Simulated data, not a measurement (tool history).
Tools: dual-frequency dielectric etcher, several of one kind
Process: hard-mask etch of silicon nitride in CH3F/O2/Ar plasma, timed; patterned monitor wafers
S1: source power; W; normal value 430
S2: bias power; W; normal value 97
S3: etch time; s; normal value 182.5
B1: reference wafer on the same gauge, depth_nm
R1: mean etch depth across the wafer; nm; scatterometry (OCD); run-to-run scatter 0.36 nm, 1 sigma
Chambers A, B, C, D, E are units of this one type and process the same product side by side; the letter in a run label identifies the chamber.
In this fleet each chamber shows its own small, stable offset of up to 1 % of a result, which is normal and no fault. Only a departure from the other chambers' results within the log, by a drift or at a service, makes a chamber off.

run 1B day=0.629 | S1=430 S2=97 S3=182.5 | B1=132.08 | R1=145.13
run 2E day=1.004 | S1=430 S2=97 S3=182.5 | B1=132.05 | R1=146.47
run 3C day=1.529 | S1=430 S2=97 S3=182.5 | B1=132 | R1=146.48
-- day=1.7 chamber A: wet clean of the chamber
run 4A day=1.879 | S1=430 S2=97 S3=182.5 | B1=131.97 | R1=145.12
run 5D day=2.229 | S1=430 S2=97 S3=182.5 | B1=131.97 | R1=144.62
run 6B day=2.55 | S1=430 S2=118 S3=202.5 | B1=131.91 | R1=173.3
run 7A day=2.912 | S1=430 S2=118 S3=202.5 | B1=131.94 | R1=172.76
run 8E day=3.425 | S1=430 S2=118 S3=202.5 | B1=131.95 | R1=174.49
run 9D day=3.721 | S1=430 S2=118 S3=202.5 | B1=131.96 | R1=173.32
run 10C day=4.038 | S1=430 S2=118 S3=202.5 | B1=132.02 | R1=175.11
run 11E day=4.596 | S1=430 S2=97 S3=182.5 | B1=131.96 | R1=146.36
run 12D day=5.021 | S1=430 S2=97 S3=182.5 | B1=131.94 | R1=144.94
run 13A day=5.354 | S1=430 S2=97 S3=182.5 | B1=131.99 | R1=144.68
run 14C day=5.917 | S1=430 S2=97 S3=182.5 | B1=132 | R1=146.59
run 15B day=6.408 | S1=430 S2=97 S3=182.5 | B1=132 | R1=144.87
run 16B day=6.942 | S1=430 S2=97 S3=182.5 | B1=132.02 | R1=145.09
run 17E day=7.342 | S1=430 S2=97 S3=182.5 | B1=131.94 | R1=145.88
run 18C day=7.938 | S1=430 S2=97 S3=182.5 | B1=131.98 | R1=146.92
run 19D day=8.475 | S1=430 S2=97 S3=182.5 | B1=132.02 | R1=144.33
run 20A day=8.754 | S1=430 S2=97 S3=182.5 | B1=132.02 | R1=145.15
-- day=8.988 chamber D: wet clean of the chamber
run 21C day=9.262 | S1=430 S2=97 S3=182.5 | B1=132 | R1=146.83
run 22B day=9.558 | S1=320 S2=97 S3=182.5 | B1=131.98 | R1=129.37
run 23D day=10.1 | S1=320 S2=97 S3=182.5 | B1=131.97 | R1=130.41
run 24E day=10.7 | S1=320 S2=97 S3=182.5 | B1=131.98 | R1=129.94
run 25A day=11.075 | S1=320 S2=97 S3=182.5 | B1=132.04 | R1=129.19
-- day=11.483 chamber A: source power generator calibrated
run 26B day=11.717 | S1=320 S2=97 S3=182.5 | B1=131.98 | R1=129.87
-- day=12.012 chamber C: wet clean of the chamber
run 27A day=12.342 | S1=430 S2=97 S3=182.5 | B1=132 | R1=145.33
run 28E day=12.729 | S1=430 S2=97 S3=182.5 | B1=132.02 | R1=144.34
run 29C day=13.212 | S1=430 S2=97 S3=182.5 | B1=132 | R1=147.53
run 30D day=13.525 | S1=430 S2=97 S3=182.5 | B1=132.03 | R1=145.06
run 31C day=14.112 | S1=430 S2=97 S3=182.5 | B1=131.98 | R1=147.43
run 32B day=14.608 | S1=430 S2=97 S3=182.5 | B1=132.05 | R1=144.58
run 33A day=15.067 | S1=430 S2=97 S3=182.5 | B1=132.03 | R1=144.91
run 34E day=15.65 | S1=430 S2=97 S3=182.5 | B1=131.99 | R1=143.73
run 35D day=16.292 | S1=430 S2=97 S3=182.5 | B1=131.97 | R1=144.1
run 36B day=16.892 | S1=430 S2=97 S3=182.5 | B1=131.98 | R1=144.7
run 37C day=17.45 | S1=430 S2=97 S3=182.5 | B1=132.04 | R1=146.78
-- day=17.533 chamber A: wet clean of the chamber
run 38E day=17.821 | S1=430 S2=97 S3=182.5 | B1=131.9 | R1=143.08
run 39A day=18.129 | S1=430 S2=97 S3=182.5 | B1=131.95 | R1=144.78
run 40D day=18.429 | S1=430 S2=97 S3=182.5 | B1=132.05 | R1=144.07
run 41D day=18.808 | S1=430 S2=97 S3=182.5 | B1=132.03 | R1=143.99
run 42E day=19.217 | S1=430 S2=75 S3=182.5 | B1=132.01 | R1=130.67
run 43C day=19.683 | S1=430 S2=75 S3=182.5 | B1=131.92 | R1=134.18

Predict what each chamber gives when all 5 of them run the settings below next.
run 44A day=20.146 | S1=430 S2=117 S3=182.5 | R1=?
run 44B day=20.146 | S1=430 S2=117 S3=182.5 | R1=?
run 44C day=20.146 | S1=430 S2=117 S3=182.5 | R1=?
run 44D day=20.146 | S1=430 S2=117 S3=182.5 | R1=?
run 44E day=20.146 | S1=430 S2=117 S3=182.5 | R1=?

run=44A R1=155.62
run=44B R1=155.15
run=44C R1=157.83
run=44D R1=155.42
run=44E R1=153.09

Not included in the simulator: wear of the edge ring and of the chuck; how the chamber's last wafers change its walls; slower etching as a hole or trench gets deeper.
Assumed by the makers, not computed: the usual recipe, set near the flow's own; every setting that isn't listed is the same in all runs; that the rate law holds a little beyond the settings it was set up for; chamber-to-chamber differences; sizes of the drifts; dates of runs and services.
